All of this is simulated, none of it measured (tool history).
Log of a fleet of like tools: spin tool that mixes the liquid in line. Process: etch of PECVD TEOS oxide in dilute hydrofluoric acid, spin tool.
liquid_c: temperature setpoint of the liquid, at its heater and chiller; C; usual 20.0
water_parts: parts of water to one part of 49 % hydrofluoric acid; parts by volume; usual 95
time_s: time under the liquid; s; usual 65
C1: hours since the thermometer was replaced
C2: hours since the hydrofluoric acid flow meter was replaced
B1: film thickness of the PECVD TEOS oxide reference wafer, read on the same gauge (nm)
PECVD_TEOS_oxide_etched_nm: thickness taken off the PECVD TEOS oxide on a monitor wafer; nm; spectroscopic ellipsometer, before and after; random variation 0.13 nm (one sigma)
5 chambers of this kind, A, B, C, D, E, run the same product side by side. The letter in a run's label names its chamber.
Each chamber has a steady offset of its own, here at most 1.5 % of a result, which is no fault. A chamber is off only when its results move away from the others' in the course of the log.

{"run": "1A", "hour": 2.7, "liquid_c": 20.0, "water_parts": 95, "time_s": 65, "C1": 48.7, "C2": 301.1, "B1": 80.016, "PECVD_TEOS_oxide_etched_nm": 14.659}
{"run": "2C", "hour": 6.7, "liquid_c": 20.0, "water_parts": 95, "time_s": 65, "C1": 447.1, "C2": 672.0, "B1": 80.04, "PECVD_TEOS_oxide_etched_nm": 14.894}
{"hour": 9.5, "done": "chamber C: hydrofluoric acid flow meter replaced"}
{"run": "3D", "hour": 11.3, "liquid_c": 20.0, "water_parts": 95, "time_s": 65, "C1": 1154.6, "C2": 1343.0, "B1": 79.97, "PECVD_TEOS_oxide_etched_nm": 14.892}
{"run": "4E", "hour": 14.8, "liquid_c": 20.0, "water_parts": 95, "time_s": 65, "C1": 441.8, "C2": 555.2, "B1": 79.964, "PECVD_TEOS_oxide_etched_nm": 14.448}
{"run": "5B", "hour": 17.3, "liquid_c": 20.0, "water_parts": 95, "time_s": 65, "C1": 522.2, "C2": 781.1, "B1": 79.984, "PECVD_TEOS_oxide_etched_nm": 14.83}
{"run": "6D", "hour": 21.8, "liquid_c": 20.0, "water_parts": 95, "time_s": 65, "C1": 1165.1, "C2": 1353.5, "B1": 79.971, "PECVD_TEOS_oxide_etched_nm": 14.549}
{"run": "7E", "hour": 26.7, "liquid_c": 20.0, "water_parts": 95, "time_s": 80, "C1": 453.7, "C2": 567.1, "B1": 80.038, "PECVD_TEOS_oxide_etched_nm": 17.724}
{"run": "8A", "hour": 31.5, "liquid_c": 20.0, "water_parts": 95, "time_s": 80, "C1": 77.5, "C2": 329.9, "B1": 79.983, "PECVD_TEOS_oxide_etched_nm": 17.748}
{"run": "9B", "hour": 33.9, "liquid_c": 20.0, "water_parts": 95, "time_s": 80, "C1": 538.8, "C2": 797.7, "B1": 79.971, "PECVD_TEOS_oxide_etched_nm": 18.008}
{"run": "10C", "hour": 36.5, "liquid_c": 20.0, "water_parts": 95, "time_s": 80, "C1": 476.9, "C2": 27.1, "B1": 80.008, "PECVD_TEOS_oxide_etched_nm": 18.1}
{"run": "11E", "hour": 40.7, "liquid_c": 20.0, "water_parts": 95, "time_s": 80, "C1": 467.7, "C2": 581.1, "B1": 79.962, "PECVD_TEOS_oxide_etched_nm": 17.597}
{"run": "12B", "hour": 44.5, "liquid_c": 20.0, "water_parts": 95, "time_s": 65, "C1": 549.4, "C2": 808.3, "B1": 79.977, "PECVD_TEOS_oxide_etched_nm": 14.822}
{"run": "13A", "hour": 48.2, "liquid_c": 20.0, "water_parts": 95, "time_s": 65, "C1": 94.2, "C2": 346.6, "B1": 80.025, "PECVD_TEOS_oxide_etched_nm": 14.471}
{"run": "14D", "hour": 52.4, "liquid_c": 20.0, "water_parts": 95, "time_s": 65, "C1": 1195.7, "C2": 1384.1, "B1": 80.045, "PECVD_TEOS_oxide_etched_nm": 14.489}
{"run": "15C", "hour": 56.4, "liquid_c": 17.0, "water_parts": 95, "time_s": 40, "C1": 496.8, "C2": 47.0, "B1": 80.009, "PECVD_TEOS_oxide_etched_nm": 8.1624}
{"run": "16E", "hour": 59.1, "liquid_c": 17.0, "water_parts": 95, "time_s": 40, "C1": 486.1, "C2": 599.5, "B1": 79.964, "PECVD_TEOS_oxide_etched_nm": 7.8585}
{"run": "17A", "hour": 63.5, "liquid_c": 17.0, "water_parts": 95, "time_s": 40, "C1": 109.5, "C2": 361.9, "B1": 80.0, "PECVD_TEOS_oxide_etched_nm": 7.8059}
{"run": "18C", "hour": 66.1, "liquid_c": 17.0, "water_parts": 95, "time_s": 40, "C1": 506.5, "C2": 56.7, "B1": 80.064, "PECVD_TEOS_oxide_etched_nm": 8.0053}
{"run": "19D", "hour": 70.1, "liquid_c": 17.0, "water_parts": 95, "time_s": 40, "C1": 1213.4, "C2": 1401.8, "B1": 79.933, "PECVD_TEOS_oxide_etched_nm": 7.8981}
{"run": "20B", "hour": 73.0, "liquid_c": 20.0, "water_parts": 95, "time_s": 65, "C1": 577.9, "C2": 836.8, "B1": 80.034, "PECVD_TEOS_oxide_etched_nm": 14.562}
{"hour": 76.1, "done": "chamber D: hydrofluoric acid flow meter replaced"}
{"run": "21A", "hour": 76.8, "liquid_c": 20.0, "water_parts": 95, "time_s": 65, "C1": 122.8, "C2": 375.2, "B1": 79.988, "PECVD_TEOS_oxide_etched_nm": 14.044}
{"run": "22D", "hour": 79.5, "liquid_c": 22.5, "water_parts": 115, "time_s": 65, "C1": 1222.8, "C2": 3.4, "B1": 79.968, "PECVD_TEOS_oxide_etched_nm": 13.095}
{"hour": 79.8, "done": "chamber B: thermometer replaced"}
{"run": "23E", "hour": 84.3, "liquid_c": 22.5, "water_parts": 115, "time_s": 65, "C1": 511.3, "C2": 624.7, "B1": 80.029, "PECVD_TEOS_oxide_etched_nm": 12.85}
{"run": "24C", "hour": 87.8, "liquid_c": 22.5, "water_parts": 115, "time_s": 65, "C1": 528.2, "C2": 78.4, "B1": 80.023, "PECVD_TEOS_oxide_etched_nm": 13.296}
{"run": "25B", "hour": 90.6, "liquid_c": 22.5, "water_parts": 115, "time_s": 65, "C1": 10.9, "C2": 854.4, "B1": 79.997, "PECVD_TEOS_oxide_etched_nm": 12.909}
{"run": "26D", "hour": 93.4, "liquid_c": 22.5, "water_parts": 115, "time_s": 65, "C1": 1236.7, "C2": 17.3, "B1": 79.957, "PECVD_TEOS_oxide_etched_nm": 13.021}
{"run": "27E", "hour": 96.8, "liquid_c": 24.5, "water_parts": 95, "time_s": 55, "C1": 523.8, "C2": 637.2, "B1": 79.992, "PECVD_TEOS_oxide_etched_nm": 14.647}
{"run": "28C", "hour": 100.9, "liquid_c": 24.5, "water_parts": 95, "time_s": 55, "C1": 541.3, "C2": 91.5, "B1": 80.016, "PECVD_TEOS_oxide_etched_nm": 14.782}
{"run": "29A", "hour": 104.3, "liquid_c": 24.5, "water_parts": 95, "time_s": 55, "C1": 150.3, "C2": 402.7, "B1": 80.032, "PECVD_TEOS_oxide_etched_nm": 13.919}
{"run": "30B", "hour": 109.0, "liquid_c": 24.5, "water_parts": 95, "time_s": 55, "C1": 29.3, "C2": 872.8, "B1": 80.033, "PECVD_TEOS_oxide_etched_nm": 15.007}
{"run": "31A", "hour": 113.8, "liquid_c": 24.5, "water_parts": 95, "time_s": 55, "C1": 159.8, "C2": 412.2, "B1": 79.996, "PECVD_TEOS_oxide_etched_nm": 13.788}
{"run": "32D", "hour": 117.1, "liquid_c": 20.0, "water_parts": 95, "time_s": 65, "C1": 1260.4, "C2": 41.0, "B1": 80.02, "PECVD_TEOS_oxide_etched_nm": 14.561}
{"run": "33B", "hour": 121.1, "liquid_c": 20.0, "water_parts": 95, "time_s": 65, "C1": 41.4, "C2": 884.9, "B1": 80.012, "PECVD_TEOS_oxide_etched_nm": 14.742}
{"run": "34C", "hour": 124.6, "liquid_c": 20.0, "water_parts": 95, "time_s": 65, "C1": 565.0, "C2": 115.2, "B1": 80.02, "PECVD_TEOS_oxide_etched_nm": 14.712}
{"hour": 126.7, "done": "chamber C: thermometer replaced"}
{"run": "35E", "hour": 126.8, "liquid_c": 20.0, "water_parts": 95, "time_s": 65, "C1": 553.8, "C2": 667.2, "B1": 79.987, "PECVD_TEOS_oxide_etched_nm": 14.357}
{"run": "36E", "hour": 129.2, "liquid_c": 20.0, "water_parts": 95, "time_s": 65, "C1": 556.2, "C2": 669.6, "B1": 80.014, "PECVD_TEOS_oxide_etched_nm": 14.54}
{"run": "37B", "hour": 131.5, "liquid_c": 20.0, "water_parts": 95, "time_s": 65, "C1": 51.8, "C2": 895.3, "B1": 79.99, "PECVD_TEOS_oxide_etched_nm": 14.53}
{"run": "38A", "hour": 135.6, "liquid_c": 24.0, "water_parts": 75, "time_s": 65, "C1": 181.6, "C2": 434.0, "B1": 79.984, "PECVD_TEOS_oxide_etched_nm": 20.613}
{"run": "39D", "hour": 139.2, "liquid_c": 24.0, "water_parts": 75, "time_s": 65, "C1": 1282.5, "C2": 63.1, "B1": 80.001, "PECVD_TEOS_oxide_etched_nm": 22.404}
{"run": "40C", "hour": 143.8, "liquid_c": 24.0, "water_parts": 75, "time_s": 65, "C1": 17.1, "C2": 134.4, "B1": 80.012, "PECVD_TEOS_oxide_etched_nm": 22.208}

Next, every chamber runs the same settings. What will each give?
{"run": "41A", "hour": 147.3, "liquid_c": 20.0, "water_parts": 95, "time_s": 65, "PECVD_TEOS_oxide_etched_nm": "?"}
{"run": "41B", "hour": 147.3, "liquid_c": 20.0, "water_parts": 95, "time_s": 65, "PECVD_TEOS_oxide_etched_nm": "?"}
{"run": "41C", "hour": 147.3, "liquid_c": 20.0, "water_parts": 95, "time_s": 65, "PECVD_TEOS_oxide_etched_nm": "?"}
{"run": "41D", "hour": 147.3, "liquid_c": 20.0, "water_parts": 95, "time_s": 65, "PECVD_TEOS_oxide_etched_nm": "?"}
{"run": "41E", "hour": 147.3, "liquid_c": 20.0, "water_parts": 95, "time_s": 65, "PECVD_TEOS_oxide_etched_nm": "?"}

run=41A PECVD_TEOS_oxide_etched_nm=12.9380
run=41B PECVD_TEOS_oxide_etched_nm=14.7270
run=41C PECVD_TEOS_oxide_etched_nm=14.7300
run=41D PECVD_TEOS_oxide_etched_nm=14.7660
run=41E PECVD_TEOS_oxide_etched_nm=14.5440
